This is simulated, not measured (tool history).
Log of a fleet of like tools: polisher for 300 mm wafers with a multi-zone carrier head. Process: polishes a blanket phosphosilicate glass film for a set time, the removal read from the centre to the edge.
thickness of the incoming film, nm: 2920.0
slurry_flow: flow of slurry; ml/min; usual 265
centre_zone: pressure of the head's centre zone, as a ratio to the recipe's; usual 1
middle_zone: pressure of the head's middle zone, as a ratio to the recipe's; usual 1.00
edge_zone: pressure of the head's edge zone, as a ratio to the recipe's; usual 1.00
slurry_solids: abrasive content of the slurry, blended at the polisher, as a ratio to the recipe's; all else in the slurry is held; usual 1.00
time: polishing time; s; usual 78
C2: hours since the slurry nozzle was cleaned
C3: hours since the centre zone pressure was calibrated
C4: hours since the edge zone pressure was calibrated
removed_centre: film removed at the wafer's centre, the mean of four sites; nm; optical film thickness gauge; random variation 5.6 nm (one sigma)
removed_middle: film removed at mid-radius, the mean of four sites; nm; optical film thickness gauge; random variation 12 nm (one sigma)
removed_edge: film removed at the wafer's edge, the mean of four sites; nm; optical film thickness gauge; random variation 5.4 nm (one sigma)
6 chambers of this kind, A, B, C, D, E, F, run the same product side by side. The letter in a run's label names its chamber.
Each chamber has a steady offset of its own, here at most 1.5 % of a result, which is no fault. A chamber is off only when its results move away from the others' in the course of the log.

run 1D hour=5.6 | slurry_flow=265 centre_zone=1 middle_zone=1.00 edge_zone=1.00 slurry_solids=1.00 time=78 | wafers_polished_on_this_pad=305 C2=48.0 C3=354.1 C4=328.3 | removed_centre=832.95 removed_middle=833.72 removed_edge=831.69
-- hour=6.8 chamber E: worn pad replaced by a new one
-- hour=12.6 chamber A: slurry nozzle cleaned
run 2C hour=13.7 | slurry_flow=265 centre_zone=1 middle_zone=1.00 edge_zone=1.00 slurry_solids=1.00 time=78 | wafers_polished_on_this_pad=909 C2=514.2 C3=15.2 C4=320.3 | removed_centre=848.88 removed_middle=841.13 removed_edge=842.97
run 3F hour=21.6 | slurry_flow=265 centre_zone=1 middle_zone=1.00 edge_zone=1.00 slurry_solids=1.00 time=78 | wafers_polished_on_this_pad=546 C2=64.2 C3=1042.4 C4=681.1 | removed_centre=818.46 removed_middle=852.24 removed_edge=826.22
run 4B hour=27.2 | slurry_flow=265 centre_zone=1 middle_zone=1.00 edge_zone=1.00 slurry_solids=1.00 time=78 | wafers_polished_on_this_pad=1135 C2=276.6 C3=932.5 C4=309.8 | removed_centre=822.84 removed_middle=824.83 removed_edge=831.86
run 5E hour=37.5 | slurry_flow=265 centre_zone=1 middle_zone=1.00 edge_zone=1.00 slurry_solids=1.00 time=78 | wafers_polished_on_this_pad=385 C2=209.6 C3=309.3 C4=199.1 | removed_centre=820.08 removed_middle=843.80 removed_edge=843.89
-- hour=42.1 chamber B: edge zone pressure recalibrated
run 6A hour=46.3 | slurry_flow=265 centre_zone=1 middle_zone=1.00 edge_zone=0.89 slurry_solids=1.00 time=63 | wafers_polished_on_this_pad=660 C2=33.8 C3=338.9 C4=799.7 | removed_centre=672.29 removed_middle=681.05 removed_edge=640.45
-- hour=50.5 chamber A: centre zone pressure recalibrated
-- hour=51.3 chamber D: worn pad replaced by a new one
-- hour=51.9 chamber B: worn pad replaced by a new one
run 7B hour=52.4 | slurry_flow=265 centre_zone=1 middle_zone=1.00 edge_zone=0.89 slurry_solids=1.00 time=63 | wafers_polished_on_this_pad=6 C2=301.8 C3=957.7 C4=10.3 | removed_centre=676.43 removed_middle=678.43 removed_edge=625.87
-- hour=54.3 chamber A: worn pad replaced by a new one
-- hour=55.9 chamber C: worn pad replaced by a new one
-- hour=59.2 chamber F: worn pad replaced by a new one
run 8E hour=59.6 | slurry_flow=265 centre_zone=1 middle_zone=1.00 edge_zone=0.89 slurry_solids=1.00 time=63 | wafers_polished_on_this_pad=661 C2=231.7 C3=331.4 C4=221.2 | removed_centre=666.57 removed_middle=677.70 removed_edge=640.45
-- hour=63.3 chamber C: edge zone pressure recalibrated
run 9F hour=67.8 | slurry_flow=265 centre_zone=1 middle_zone=1.00 edge_zone=0.89 slurry_solids=1.00 time=63 | wafers_polished_on_this_pad=108 C2=110.4 C3=1088.6 C4=727.3 | removed_centre=665.76 removed_middle=680.98 removed_edge=623.16
run 10D hour=76.5 | slurry_flow=265 centre_zone=1 middle_zone=1.00 edge_zone=0.89 slurry_solids=1.00 time=63 | wafers_polished_on_this_pad=316 C2=118.9 C3=425.0 C4=399.2 | removed_centre=673.56 removed_middle=674.65 removed_edge=628.36
run 11A hour=83.6 | slurry_flow=265 centre_zone=1 middle_zone=1.00 edge_zone=0.89 slurry_solids=1.00 time=63 | wafers_polished_on_this_pad=367 C2=71.1 C3=33.1 C4=837.0 | removed_centre=672.80 removed_middle=662.26 removed_edge=639.46
run 12C hour=91.7 | slurry_flow=330 centre_zone=1 middle_zone=1.00 edge_zone=1.00 slurry_solids=1.00 time=86 | wafers_polished_on_this_pad=448 C2=592.2 C3=93.2 C4=28.5 | removed_centre=955.30 removed_middle=943.52 removed_edge=937.63
run 13B hour=98.1 | slurry_flow=330 centre_zone=1 middle_zone=1.00 edge_zone=1.00 slurry_solids=1.00 time=86 | wafers_polished_on_this_pad=578 C2=347.5 C3=1003.4 C4=56.0 | removed_centre=946.67 removed_middle=959.63 removed_edge=931.67
-- hour=103.0 chamber C: slurry nozzle cleaned
run 14D hour=103.0 | slurry_flow=330 centre_zone=1 middle_zone=1.00 edge_zone=1.00 slurry_solids=1.00 time=86 | wafers_polished_on_this_pad=648 C2=145.4 C3=451.5 C4=425.7 | removed_centre=953.33 removed_middle=929.59 removed_edge=932.38
-- hour=111.2 chamber A: worn pad replaced by a new one
run 15E hour=112.0 | slurry_flow=330 centre_zone=1 middle_zone=1.00 edge_zone=1.00 slurry_solids=1.00 time=86 | wafers_polished_on_this_pad=1317 C2=284.1 C3=383.8 C4=273.6 | removed_centre=939.84 removed_middle=934.43 removed_edge=936.33
-- hour=112.6 chamber B: slurry nozzle cleaned
run 16F hour=117.5 | slurry_flow=330 centre_zone=1 middle_zone=1.00 edge_zone=1.00 slurry_solids=1.00 time=86 | wafers_polished_on_this_pad=730 C2=160.1 C3=1138.3 C4=777.0 | removed_centre=924.36 removed_middle=954.43 removed_edge=932.62
-- hour=118.1 chamber E: worn pad replaced by a new one
-- hour=127.3 chamber F: worn pad replaced by a new one
-- hour=127.5 chamber D: worn pad replaced by a new one
run 17C hour=128.1 | slurry_flow=330 centre_zone=1 middle_zone=1.00 edge_zone=1.00 slurry_solids=1.00 time=86 | wafers_polished_on_this_pad=903 C2=25.2 C3=129.6 C4=64.9 | removed_centre=956.48 removed_middle=948.08 removed_edge=948.59
-- hour=129.4 chamber A: edge zone pressure recalibrated
run 18A hour=134.8 | slurry_flow=265 centre_zone=1 middle_zone=1.00 edge_zone=1.00 slurry_solids=1.00 time=78 | wafers_polished_on_this_pad=296 C2=122.3 C3=84.3 C4=5.5 | removed_centre=831.66 removed_middle=814.66 removed_edge=839.30
run 19B hour=140.1 | slurry_flow=265 centre_zone=1 middle_zone=0.94 edge_zone=1.00 slurry_solids=1.00 time=104 | wafers_polished_on_this_pad=1104 C2=27.6 C3=1045.4 C4=98.0 | removed_centre=1107.00 removed_middle=1064.70 removed_edge=1105.30
run 20D hour=146.9 | slurry_flow=265 centre_zone=1 middle_zone=0.94 edge_zone=1.00 slurry_solids=1.00 time=104 | wafers_polished_on_this_pad=243 C2=189.3 C3=495.4 C4=469.6 | removed_centre=1105.70 removed_middle=1032.60 removed_edge=1105.10
run 21C hour=155.7 | slurry_flow=265 centre_zone=1 middle_zone=0.94 edge_zone=1.00 slurry_solids=1.00 time=104 | wafers_polished_on_this_pad=1249 C2=52.8 C3=157.2 C4=92.5 | removed_centre=1098.90 removed_middle=1051.90 removed_edge=1119.10
-- hour=160.0 chamber C: worn pad replaced by a new one
run 22E hour=162.5 | slurry_flow=265 centre_zone=1 middle_zone=0.94 edge_zone=1.00 slurry_solids=1.00 time=104 | wafers_polished_on_this_pad=556 C2=334.6 C3=434.3 C4=324.1 | removed_centre=1111.30 removed_middle=1040.40 removed_edge=1124.10
-- hour=163.2 chamber B: worn pad replaced by a new one
-- hour=164.6 chamber A: worn pad replaced by a new one
run 23A hour=172.3 | slurry_flow=265 centre_zone=1 middle_zone=0.94 edge_zone=1.00 slurry_solids=1.00 time=104 | wafers_polished_on_this_pad=96 C2=159.8 C3=121.8 C4=43.0 | removed_centre=1112.80 removed_middle=1042.80 removed_edge=1132.20
run 24F hour=182.0 | slurry_flow=265 centre_zone=1 middle_zone=0.94 edge_zone=1.00 slurry_solids=1.00 time=104 | wafers_polished_on_this_pad=685 C2=224.6 C3=1202.8 C4=841.5 | removed_centre=1082.70 removed_middle=1032.30 removed_edge=1107.00
run 25C hour=188.9 | slurry_flow=265 centre_zone=1 middle_zone=1.00 edge_zone=1.00 slurry_solids=1.00 time=78 | wafers_polished_on_this_pad=361 C2=86.0 C3=190.4 C4=125.7 | removed_centre=828.33 removed_middle=826.20 removed_edge=835.96
-- hour=190.6 chamber F: worn pad replaced by a new one
-- hour=190.9 chamber E: slurry nozzle cleaned
run 26E hour=195.1 | slurry_flow=265 centre_zone=1 middle_zone=1.00 edge_zone=1.00 slurry_solids=1.00 time=78 | wafers_polished_on_this_pad=964 C2=4.2 C3=466.9 C4=356.7 | removed_centre=833.98 removed_middle=856.12 removed_edge=845.07
-- hour=201.5 chamber B: centre zone pressure recalibrated
run 27B hour=204.3 | slurry_flow=265 centre_zone=1 middle_zone=1.00 edge_zone=1.00 slurry_solids=1.00 time=78 | wafers_polished_on_this_pad=514 C2=91.8 C3=2.9 C4=162.2 | removed_centre=832.69 removed_middle=850.10 removed_edge=835.17
-- hour=208.9 chamber F: centre zone pressure recalibrated
run 28A hour=213.1 | slurry_flow=265 centre_zone=1 middle_zone=1.00 edge_zone=1.05 slurry_solids=1.00 time=78 | wafers_polished_on_this_pad=607 C2=200.6 C3=162.6 C4=83.8 | removed_centre=829.64 removed_middle=815.61 removed_edge=856.55
-- hour=214.1 chamber D: worn pad replaced by a new one
-- hour=219.1 chamber A: worn pad replaced by a new one
run 29D hour=219.5 | slurry_flow=265 centre_zone=1 middle_zone=1.00 edge_zone=1.05 slurry_solids=1.00 time=78 | wafers_polished_on_this_pad=67 C2=261.9 C3=568.0 C4=542.2 | removed_centre=811.85 removed_middle=842.34 removed_edge=860.63
run 30F hour=230.1 | slurry_flow=265 centre_zone=1 middle_zone=1.00 edge_zone=1.05 slurry_solids=1.00 time=78 | wafers_polished_on_this_pad=494 C2=272.7 C3=21.2 C4=889.6 | removed_centre=825.03 removed_middle=834.38 removed_edge=855.32
run 31B hour=235.1 | slurry_flow=265 centre_zone=1 middle_zone=1.00 edge_zone=1.05 slurry_solids=1.00 time=78 | wafers_polished_on_this_pad=900 C2=122.6 C3=33.7 C4=193.0 | removed_centre=833.49 removed_middle=849.98 removed_edge=849.60
-- hour=236.2 chamber E: worn pad replaced by a new one
run 32C hour=243.6 | slurry_flow=265 centre_zone=1 middle_zone=1.00 edge_zone=1.05 slurry_solids=1.00 time=78 | wafers_polished_on_this_pad=1046 C2=140.7 C3=245.1 C4=180.4 | removed_centre=830.96 removed_middle=823.39 removed_edge=854.49
-- hour=248.8 chamber D: slurry nozzle cleaned
run 33E hour=253.5 | slurry_flow=265 centre_zone=1 middle_zone=1.00 edge_zone=1.05 slurry_solids=1.00 time=78 | wafers_polished_on_this_pad=217 C2=62.6 C3=525.3 C4=415.1 | removed_centre=826.97 removed_middle=826.88 removed_edge=859.45
run 34F hour=261.5 | slurry_flow=265 centre_zone=1 middle_zone=1.00 edge_zone=1.00 slurry_solids=1.00 time=78 | wafers_polished_on_this_pad=887 C2=304.1 C3=52.6 C4=921.0 | removed_centre=818.72 removed_middle=815.62 removed_edge=832.95
run 35A hour=268.1 | slurry_flow=265 centre_zone=1 middle_zone=1.00 edge_zone=1.00 slurry_solids=1.00 time=78 | wafers_polished_on_this_pad=613 C2=255.6 C3=217.6 C4=138.8 | removed_centre=839.68 removed_middle=832.66 removed_edge=835.75
-- hour=272.3 chamber A: worn pad replaced by a new one
run 36D hour=274.6 | slurry_flow=265 centre_zone=1 middle_zone=1.00 edge_zone=1.00 slurry_solids=1.00 time=78 | wafers_polished_on_this_pad=757 C2=25.9 C3=623.1 C4=597.3 | removed_centre=782.08 removed_middle=812.43 removed_edge=828.52
run 37D hour=279.9 | slurry_flow=265 centre_zone=1 middle_zone=1.00 edge_zone=1.00 slurry_solids=1.25 time=98 | wafers_polished_on_this_pad=823 C2=31.2 C3=628.4 C4=602.6 | removed_centre=1075.30 removed_middle=1156.60 removed_edge=1148.80
-- hour=280.3 chamber C: worn pad replaced by a new one
run 38E hour=289.2 | slurry_flow=265 centre_zone=1 middle_zone=1.00 edge_zone=1.00 slurry_solids=1.25 time=98 | wafers_polished_on_this_pad=664 C2=98.3 C3=561.0 C4=450.8 | removed_centre=1147.70 removed_middle=1151.80 removed_edge=1155.70
run 39A hour=298.0 | slurry_flow=265 centre_zone=1 middle_zone=1.00 edge_zone=1.00 slurry_solids=1.25 time=98 | wafers_polished_on_this_pad=322 C2=285.5 C3=247.5 C4=168.7 | removed_centre=1146.20 removed_middle=1135.10 removed_edge=1159.40
run 40C hour=304.8 | slurry_flow=265 centre_zone=1 middle_zone=1.00 edge_zone=1.00 slurry_solids=1.25 time=98 | wafers_polished_on_this_pad=307 C2=201.9 C3=306.3 C4=241.6 | removed_centre=1141.90 removed_middle=1148.30 removed_edge=1162.40

Is one chamber off against the others, does the gauge drift, or is nothing wrong? If a chamber is off, say which, and what the likeliest cause is.

Chamber D drifts away from the others.
Cause: centre zone's pressure below its setpoint, % = 7.34.

Here are 4 candidates for chamber D's next run, each the usual settings with a change, their results left as question marks. Which one brings its results back in line with what the others give on the usual settings?
In line means no further than this from the other chambers' mean on the usual settings: removed_centre 19.00 nm; removed_middle 41.00 nm; removed_edge 19.00 nm
run 41D-1 hour=312.5 | slurry_flow=260 centre_zone=0.94 middle_zone=1.01 edge_zone=1.02 slurry_solids=1.00 time=77 | removed_centre=? removed_middle=? removed_edge=?
run 41D-2 hour=312.5 | slurry_flow=270 centre_zone=1.06 middle_zone=0.99 edge_zone=0.98 slurry_solids=1.00 time=79 | removed_centre=? removed_middle=? removed_edge=?
run 41D-3 hour=312.5 | slurry_flow=270 centre_zone=1.10 middle_zone=0.98 edge_zone=0.97 slurry_solids=1.00 time=80 | removed_centre=? removed_middle=? removed_edge=?
run 41D-4 hour=312.5 | slurry_flow=260 centre_zone=0.91 middle_zone=1.02 edge_zone=1.03 slurry_solids=1.00 time=76 | removed_centre=? removed_middle=? removed_edge=?

The other chambers' mean on the usual settings: removed_centre 830.87 nm; removed_middle 833.16 nm; removed_edge 834.30 nm
run=41D-1 removed_centre=705.23 removed_middle=828.54 removed_edge=824.30
run=41D-2 removed_centre=829.53 removed_middle=837.51 removed_edge=830.69
run=41D-3 removed_centre=874.66 removed_middle=840.07 removed_edge=836.79
run=41D-4 removed_centre=671.51 removed_middle=825.35 removed_edge=817.76
41D-2 brings the chamber back in line.
